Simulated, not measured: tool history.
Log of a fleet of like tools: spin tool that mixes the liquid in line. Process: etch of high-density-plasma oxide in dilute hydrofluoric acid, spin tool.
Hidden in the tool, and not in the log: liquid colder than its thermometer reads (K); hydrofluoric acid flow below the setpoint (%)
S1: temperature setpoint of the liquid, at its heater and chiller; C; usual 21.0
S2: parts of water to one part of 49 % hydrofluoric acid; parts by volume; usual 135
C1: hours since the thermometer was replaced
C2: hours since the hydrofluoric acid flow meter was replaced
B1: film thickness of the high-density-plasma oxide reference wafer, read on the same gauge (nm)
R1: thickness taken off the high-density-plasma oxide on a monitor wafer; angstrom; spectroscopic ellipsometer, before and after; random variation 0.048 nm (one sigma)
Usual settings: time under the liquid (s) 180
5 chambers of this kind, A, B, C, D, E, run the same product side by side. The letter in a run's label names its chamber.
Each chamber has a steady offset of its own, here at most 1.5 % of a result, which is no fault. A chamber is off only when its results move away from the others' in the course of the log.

{"run": "1C", "day": 0.325, "S1": 21.0, "S2": 135, "time under the liquid (s)": 180, "C1": 165.6, "C2": 926.7, "B1": 130.0, "R1": 57.186}
{"run": "2B", "day": 0.712, "S1": 21.0, "S2": 135, "time under the liquid (s)": 180, "C1": 471.4, "C2": 1857.0, "B1": 129.99, "R1": 58.1}
{"day": 0.821, "done": "chamber C: hydrofluoric acid flow meter replaced"}
{"run": "3D", "day": 1.246, "S1": 21.0, "S2": 135, "time under the liquid (s)": 180, "C1": 531.4, "C2": 279.1, "B1": 130.0, "R1": 58.419}
{"run": "4E", "day": 1.612, "S1": 21.0, "S2": 135, "time under the liquid (s)": 180, "C1": 1350.2, "C2": 460.5, "B1": 130.01, "R1": 57.441}
{"run": "5A", "day": 2.05, "S1": 21.0, "S2": 135, "time under the liquid (s)": 180, "C1": 419.9, "C2": 690.0, "B1": 129.99, "R1": 58.758}
{"run": "6D", "day": 2.446, "S1": 21.0, "S2": 135, "time under the liquid (s)": 180, "C1": 560.2, "C2": 307.9, "B1": 130.02, "R1": 58.031}
{"run": "7C", "day": 2.758, "S1": 21.0, "S2": 135, "time under the liquid (s)": 180, "C1": 224.0, "C2": 46.6, "B1": 129.97, "R1": 57.925}
{"run": "8A", "day": 3.296, "S1": 21.0, "S2": 135, "time under the liquid (s)": 180, "C1": 449.8, "C2": 719.9, "B1": 130.01, "R1": 58.835}
{"run": "9E", "day": 3.925, "S1": 21.0, "S2": 135, "time under the liquid (s)": 180, "C1": 1405.7, "C2": 516.0, "B1": 129.99, "R1": 58.488}
{"run": "10B", "day": 4.55, "S1": 21.0, "S2": 135, "time under the liquid (s)": 180, "C1": 563.5, "C2": 1949.1, "B1": 129.99, "R1": 58.602}
{"run": "11C", "day": 4.875, "S1": 21.0, "S2": 135, "time under the liquid (s)": 180, "C1": 274.8, "C2": 97.4, "B1": 130.0, "R1": 58.264}
{"run": "12E", "day": 5.483, "S1": 21.0, "S2": 135, "time under the liquid (s)": 180, "C1": 1443.1, "C2": 553.4, "B1": 130.01, "R1": 58.361}
{"run": "13B", "day": 5.762, "S1": 21.0, "S2": 135, "time under the liquid (s)": 180, "C1": 592.6, "C2": 1978.2, "B1": 130.02, "R1": 56.705}
{"day": 6.075, "done": "chamber B: thermometer replaced"}
{"run": "14A", "day": 6.242, "S1": 21.0, "S2": 135, "time under the liquid (s)": 180, "C1": 520.5, "C2": 790.6, "B1": 129.97, "R1": 57.731}
{"run": "15D", "day": 6.521, "S1": 21.0, "S2": 135, "time under the liquid (s)": 180, "C1": 658.0, "C2": 405.7, "B1": 130.02, "R1": 56.536}
{"run": "16B", "day": 6.921, "S1": 21.0, "S2": 135, "time under the liquid (s)": 180, "C1": 20.3, "C2": 2006.0, "B1": 130.03, "R1": 58.242}
{"day": 6.988, "done": "chamber B: hydrofluoric acid flow meter replaced"}
{"run": "17D", "day": 7.275, "S1": 18.0, "S2": 135, "time under the liquid (s)": 180, "C1": 676.1, "C2": 423.8, "B1": 130.0, "R1": 50.235}
{"run": "18A", "day": 7.9, "S1": 18.0, "S2": 135, "time under the liquid (s)": 180, "C1": 560.3, "C2": 830.4, "B1": 129.97, "R1": 52.177}
{"run": "19E", "day": 8.462, "S1": 18.0, "S2": 135, "time under the liquid (s)": 180, "C1": 1514.6, "C2": 624.9, "B1": 129.99, "R1": 51.994}
{"run": "20C", "day": 8.758, "S1": 18.0, "S2": 135, "time under the liquid (s)": 180, "C1": 368.0, "C2": 190.6, "B1": 130.0, "R1": 52.084}
{"run": "21D", "day": 9.358, "S1": 18.0, "S2": 135, "time under the liquid (s)": 180, "C1": 726.1, "C2": 473.8, "B1": 129.99, "R1": 49.822}
{"run": "22E", "day": 9.9, "S1": 21.0, "S2": 135, "time under the liquid (s)": 180, "C1": 1549.1, "C2": 659.4, "B1": 130.02, "R1": 58.656}
{"run": "23A", "day": 10.396, "S1": 21.0, "S2": 135, "time under the liquid (s)": 180, "C1": 620.2, "C2": 890.3, "B1": 130.0, "R1": 58.025}
{"run": "24C", "day": 10.771, "S1": 21.0, "S2": 135, "time under the liquid (s)": 180, "C1": 416.3, "C2": 238.9, "B1": 130.04, "R1": 57.356}
{"run": "25B", "day": 11.204, "S1": 21.0, "S2": 135, "time under the liquid (s)": 180, "C1": 123.1, "C2": 101.3, "B1": 129.99, "R1": 59.531}
{"run": "26E", "day": 11.596, "S1": 21.0, "S2": 135, "time under the liquid (s)": 180, "C1": 1589.8, "C2": 700.1, "B1": 130.04, "R1": 57.883}
{"run": "27C", "day": 12.175, "S1": 21.0, "S2": 135, "time under the liquid (s)": 180, "C1": 450.0, "C2": 272.6, "B1": 129.99, "R1": 57.151}
{"run": "28B", "day": 12.45, "S1": 21.0, "S2": 135, "time under the liquid (s)": 180, "C1": 153.0, "C2": 131.2, "B1": 129.99, "R1": 58.453}
{"run": "29A", "day": 12.95, "S1": 21.0, "S2": 135, "time under the liquid (s)": 180, "C1": 681.5, "C2": 951.6, "B1": 130.03, "R1": 58.577}
{"run": "30D", "day": 13.525, "S1": 25.5, "S2": 135, "time under the liquid (s)": 235, "C1": 826.1, "C2": 573.8, "B1": 130.0, "R1": 84.746}
{"run": "31B", "day": 13.958, "S1": 25.5, "S2": 135, "time under the liquid (s)": 235, "C1": 189.2, "C2": 167.4, "B1": 129.99, "R1": 91.08}
{"run": "32E", "day": 14.442, "S1": 25.5, "S2": 135, "time under the liquid (s)": 235, "C1": 1658.1, "C2": 768.4, "B1": 130.03, "R1": 89.339}
{"run": "33C", "day": 15.046, "S1": 25.5, "S2": 135, "time under the liquid (s)": 235, "C1": 518.9, "C2": 341.5, "B1": 130.0, "R1": 89.534}
{"run": "34D", "day": 15.421, "S1": 25.5, "S2": 135, "time under the liquid (s)": 235, "C1": 871.6, "C2": 619.3, "B1": 129.98, "R1": 84.075}
{"run": "35A", "day": 15.833, "S1": 21.0, "S2": 135, "time under the liquid (s)": 180, "C1": 750.7, "C2": 1020.8, "B1": 130.0, "R1": 59.171}
{"run": "36B", "day": 16.254, "S1": 21.0, "S2": 135, "time under the liquid (s)": 180, "C1": 244.3, "C2": 222.5, "B1": 130.0, "R1": 58.973}
{"run": "37E", "day": 16.617, "S1": 21.0, "S2": 135, "time under the liquid (s)": 180, "C1": 1710.3, "C2": 820.6, "B1": 130.01, "R1": 58.893}
{"run": "38D", "day": 17.071, "S1": 21.0, "S2": 135, "time under the liquid (s)": 180, "C1": 911.2, "C2": 658.9, "B1": 130.0, "R1": 53.671}
{"run": "39A", "day": 17.671, "S1": 21.0, "S2": 135, "time under the liquid (s)": 180, "C1": 794.8, "C2": 1064.9, "B1": 130.01, "R1": 58.267}
{"run": "40C", "day": 18.212, "S1": 21.0, "S2": 205, "time under the liquid (s)": 180, "C1": 594.9, "C2": 417.5, "B1": 130.02, "R1": 35.421}
{"run": "41C", "day": 18.642, "S1": 21.0, "S2": 205, "time under the liquid (s)": 180, "C1": 605.2, "C2": 427.8, "B1": 130.0, "R1": 34.859}
{"run": "42A", "day": 19.158, "S1": 21.0, "S2": 205, "time under the liquid (s)": 180, "C1": 830.5, "C2": 1100.6, "B1": 130.0, "R1": 36.325}
{"run": "43D", "day": 19.454, "S1": 21.0, "S2": 205, "time under the liquid (s)": 180, "C1": 968.4, "C2": 716.1, "B1": 129.96, "R1": 31.812}
{"run": "44B", "day": 19.862, "S1": 21.0, "S2": 205, "time under the liquid (s)": 180, "C1": 330.9, "C2": 309.1, "B1": 130.04, "R1": 35.29}

All 5 chambers run these settings next. Forecast each chamber's results:
{"run": "45A", "day": 20.308, "S1": 21.0, "S2": 135, "time under the liquid (s)": 180, "R1": "?"}
{"run": "45B", "day": 20.308, "S1": 21.0, "S2": 135, "time under the liquid (s)": 180, "R1": "?"}
{"run": "45C", "day": 20.308, "S1": 21.0, "S2": 135, "time under the liquid (s)": 180, "R1": "?"}
{"run": "45D", "day": 20.308, "S1": 21.0, "S2": 135, "time under the liquid (s)": 180, "R1": "?"}
{"run": "45E", "day": 20.308, "S1": 21.0, "S2": 135, "time under the liquid (s)": 180, "R1": "?"}

run=45A R1=58.415
run=45B R1=58.071
run=45C R1=57.017
run=45D R1=52.613
run=45E R1=58.461
